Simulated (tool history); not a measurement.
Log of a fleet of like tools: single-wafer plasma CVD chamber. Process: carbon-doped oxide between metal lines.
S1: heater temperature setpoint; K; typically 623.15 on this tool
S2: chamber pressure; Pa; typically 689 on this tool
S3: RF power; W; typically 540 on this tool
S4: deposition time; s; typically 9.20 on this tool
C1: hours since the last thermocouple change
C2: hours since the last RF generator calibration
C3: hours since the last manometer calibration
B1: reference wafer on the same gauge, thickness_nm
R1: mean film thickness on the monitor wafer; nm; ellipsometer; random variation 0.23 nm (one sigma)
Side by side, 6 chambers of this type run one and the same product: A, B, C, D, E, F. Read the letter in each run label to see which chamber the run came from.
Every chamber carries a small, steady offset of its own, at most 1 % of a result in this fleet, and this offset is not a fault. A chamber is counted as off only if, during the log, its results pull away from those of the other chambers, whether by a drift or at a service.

run,day,S1,S2,S3,S4,C1,C2,C3,B1,R1
1E,0.179,623.15,689,540,9.20,995.4,421.2,940.1,58.999,50.271
2A,0.442,623.15,689,540,9.20,629.5,716.4,1780.8,58.985,50.720
3D,0.812,623.15,689,540,9.20,640.6,1297.6,808.1,59.051,50.627
4B,1.100,623.15,689,540,9.20,1144.1,333.5,91.6,58.973,50.049
5F,1.417,623.15,689,540,9.20,1339.1,858.9,642.6,58.991,50.595
6C,1.662,623.15,689,540,9.20,595.0,419.9,818.6,58.987,49.897
7B,1.883,623.15,689,540,9.20,1162.9,352.3,110.4,58.948,50.190
8F,2.125,623.15,689,540,9.20,1356.1,875.9,659.6,58.979,50.584
9D,2.350,616.15,689,540,8.23,677.5,1334.5,845.0,58.977,46.188
10E,2.550,616.15,689,540,8.23,1052.3,478.1,997.0,59.077,45.966
11C,2.888,616.15,689,540,8.23,624.4,449.3,848.0,58.998,45.583
12A,3.179,616.15,689,540,8.23,695.2,782.1,1846.5,59.007,46.851
13B,3.400,616.15,689,540,8.23,1199.3,388.7,146.8,59.028,45.679
14A,3.579,616.15,689,540,8.23,704.8,791.7,1856.1,58.977,46.782
15C,3.838,623.15,689,540,9.20,647.2,472.1,870.8,58.996,49.947
16E,4.046,623.15,689,540,9.20,1088.2,514.0,1032.9,59.040,50.433
17F,4.321,623.15,689,540,9.20,1408.8,928.6,712.3,58.984,50.865
# day 4.379: chamber B: thermocouple changed; heater temperature recalibrated
# day 4.588: chamber F: RF generator calibrated
18D,4.612,618.15,689,600,9.20,731.8,1388.8,899.3,58.981,54.404
19A,4.796,618.15,689,600,9.20,734.0,820.9,1885.3,59.019,55.104
20D,5.079,618.15,689,600,9.20,743.0,1400.0,910.5,59.054,54.624
21E,5.267,618.15,689,600,9.20,1117.5,543.3,1062.2,58.913,54.501
22F,5.496,618.15,689,600,9.20,1437.0,21.8,740.5,59.007,55.207
23C,5.738,618.15,689,600,9.20,692.8,517.7,916.4,58.951,54.007
24B,5.988,623.15,689,540,9.20,38.7,450.8,208.9,58.984,50.619
25F,6.329,623.15,689,540,9.20,1457.0,41.8,760.5,58.922,50.843
26A,6.567,618.15,689,540,9.20,776.5,863.4,1927.8,58.981,51.694
27C,6.804,618.15,689,540,9.20,718.4,543.3,942.0,59.045,50.783
28B,7.162,618.15,689,540,9.20,66.9,479.0,237.1,58.917,50.939
29D,7.371,618.15,689,540,9.20,798.0,1455.0,965.5,59.069,51.516
30E,7.675,618.15,689,540,9.20,1175.3,601.1,1120.0,59.023,51.273
31A,7.862,618.15,689,540,9.20,807.6,894.5,1958.9,59.027,51.749
32B,8.225,623.15,689,540,9.20,92.4,504.5,262.6,59.018,49.954
33D,8.392,623.15,689,540,9.20,822.5,1479.5,990.0,59.018,50.670
34E,8.775,623.15,689,540,9.20,1201.7,627.5,1146.4,58.956,50.472
35F,9.012,623.15,689,540,9.20,1521.4,106.2,824.9,59.077,50.611
36C,9.379,623.15,689,540,9.20,780.2,605.1,1003.8,59.028,49.891
37F,9.712,623.15,689,540,9.20,1538.2,123.0,841.7,59.041,51.078

All chambers now run identical settings, listed one chamber a line with results as question marks. What results will each chamber show?
38A,9.988,623.15,689,540,9.20,,,,,?
38B,9.988,623.15,689,540,9.20,,,,,?
38C,9.988,623.15,689,540,9.20,,,,,?
38D,9.988,623.15,689,540,9.20,,,,,?
38E,9.988,623.15,689,540,9.20,,,,,?
38F,9.988,623.15,689,540,9.20,,,,,?

run,R1
38A,51.297
38B,50.085
38C,50.029
38D,50.613
38E,50.742
38F,51.090

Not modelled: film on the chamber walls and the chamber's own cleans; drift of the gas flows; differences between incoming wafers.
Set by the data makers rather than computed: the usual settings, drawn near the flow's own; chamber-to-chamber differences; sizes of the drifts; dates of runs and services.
